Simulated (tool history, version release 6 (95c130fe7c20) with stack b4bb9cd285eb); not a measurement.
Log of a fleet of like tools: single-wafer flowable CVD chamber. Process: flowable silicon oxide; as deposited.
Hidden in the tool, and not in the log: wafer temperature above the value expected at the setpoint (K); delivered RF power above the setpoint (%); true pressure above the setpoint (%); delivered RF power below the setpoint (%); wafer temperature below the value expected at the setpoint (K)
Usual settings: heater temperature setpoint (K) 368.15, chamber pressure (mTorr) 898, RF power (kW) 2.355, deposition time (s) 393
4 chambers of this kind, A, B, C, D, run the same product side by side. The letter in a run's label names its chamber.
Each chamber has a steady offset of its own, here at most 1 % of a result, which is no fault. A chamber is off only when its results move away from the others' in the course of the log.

run	day	heater temperature setpoint (K)	chamber pressure (mTorr)	RF power (kW)	deposition time (s)	hours since the last thermocouple change	hours since the last RF generator calibration	hours since the last manometer calibration	read-back reference wafer on the same gauge, thickness_nm	mean film thickness on the monitor wafer (Å)
1A	0.621	368.15	898	2.355	393	496.5	540.9	2012.8	397	3345.4
2C	1.004	368.15	898	2.355	393	292.9	2346.8	907.7	397.17	3379.3
3D	1.517	368.15	898	2.355	393	866.9	263.7	1391.7	397.16	3418.1
4B	2.154	368.15	898	2.355	393	519.6	1547	1830.6	397.16	3364.3
5D	2.5	368.15	898	2.355	393	890.5	287.3	1415.3	397.14	3396.6
# day 2.675: chamber B: RF generator calibrated
6C	2.9	368.15	898	2.355	393	338.4	2392.3	953.2	397.75	3395.5
7A	3.288	368.15	898	2.355	393	560.5	604.9	2076.8	397.1	3354.2
8B	3.658	368.15	898	2.355	393	555.7	23.7	1866.7	397.04	3391.6
# day 3.85: chamber A: capacitance manometer re-zeroed and calibrated
9D	4.125	368.15	898	2.355	393	929.5	326.3	1454.3	396.83	3405.9
# day 4.279: chamber B: capacitance manometer re-zeroed and calibrated
10A	4.546	368.15	898	2.355	393	590.7	635.1	16.8	397.39	3359.9
11C	4.921	368.15	898	2.355	393	386.9	2440.8	1001.7	397.08	3403.6
12B	5.6	381.15	898	2.355	393	602.3	70.3	31.8	396.49	2200.9
13D	5.996	381.15	898	2.355	393	974.4	371.2	1499.2	396.76	2214.6
14A	6.621	381.15	898	2.355	393	640.5	684.9	66.6	396.92	2218.8
15C	7.125	381.15	898	2.355	393	439.8	2493.7	1054.6	396.4	2192.7
16B	7.554	368.15	898	2.355	393	649.2	117.2	78.7	396.98	3382.1
17B	7.933	368.15	898	2.355	393	658.3	126.3	87.8	397.59	3387.9
18D	8.375	368.15	898	2.355	393	1031.5	428.3	1556.3	396.96	3361.1
19A	8.983	368.15	898	2.355	393	697.2	741.6	123.3	397.13	3375.1
20C	9.362	368.15	898	2.355	393	493.5	2547.4	1108.3	396.89	3416.4
21D	9.75	382.15	1004	2.355	393	1064.5	461.3	1589.3	397.14	2471.4
22B	10.05	382.15	1004	2.355	393	709.1	177.1	138.6	397.28	2450.3
23A	10.367	382.15	1004	2.355	393	730.4	774.8	156.5	396.63	2445.4
# day 10.667: chamber C: RF generator calibrated
# day 10.729: chamber D: thermocouple changed; heater temperature recalibrated
24C	10.8	382.15	1004	2.355	393	528	3.3	1142.8	396.78	2466.7
25D	11.275	368.15	898	2.355	393	13.1	497.9	1625.9	397.21	3382.2
26A	11.771	368.15	898	2.355	393	764.1	808.5	190.2	396.7	3374.5
27B	12.2	368.15	898	2.355	393	760.7	228.7	190.2	396.75	3412.8
28C	12.854	368.15	692	2.355	393	577.3	52.6	1192.1	396.95	2445.7
29B	13.496	368.15	692	2.355	393	791.8	259.8	221.3	396.88	2346.1
30C	14.142	368.15	692	2.355	393	608.2	83.5	1223	397.36	2462.6
31D	14.517	368.15	692	2.355	393	90.9	575.7	1703.7	397.14	2399
32A	14.846	368.15	898	2.005	393	837.9	882.3	264	397	3277.6
33D	15.404	368.15	898	2.005	393	112.2	597	1725	396.9	3309.7
34A	15.904	368.15	898	2.005	393	863.3	907.7	289.4	397.03	3258.2
35B	16.329	368.15	898	2.005	393	859.8	327.8	289.3	396.92	3260.2
36C	16.642	368.15	898	2.355	393	668.2	143.5	1283	396.84	3483.6
37A	17.1	368.15	898	2.355	393	892	936.4	318.1	396.79	3383.5
38B	17.654	368.15	898	2.355	393	891.6	359.6	321.1	396.62	3379
39C	18.317	368.15	898	2.355	393	708.4	183.7	1323.2	397.38	3490.8
40D	18.85	368.15	898	2.355	393	194.9	679.7	1807.7	396.9	3380.9
41B	19.254	359.15	898	2.355	440	930	398	359.5	397.53	4970.8
42C	19.933	359.15	898	2.355	440	747.2	222.5	1362	396.98	5214.1
43D	20.412	359.15	898	2.355	440	232.4	717.2	1845.2	396.92	5049.9

Next, every chamber runs the same settings. What will each give?
44A	20.896	368.15	898	2.355	393					?
44B	20.896	368.15	898	2.355	393					?
44C	20.896	368.15	898	2.355	393					?
44D	20.896	368.15	898	2.355	393					?

run	mean film thickness on the monitor wafer (Å)
44A	3373.5
44B	3398.7
44C	3560.7
44D	3379.6
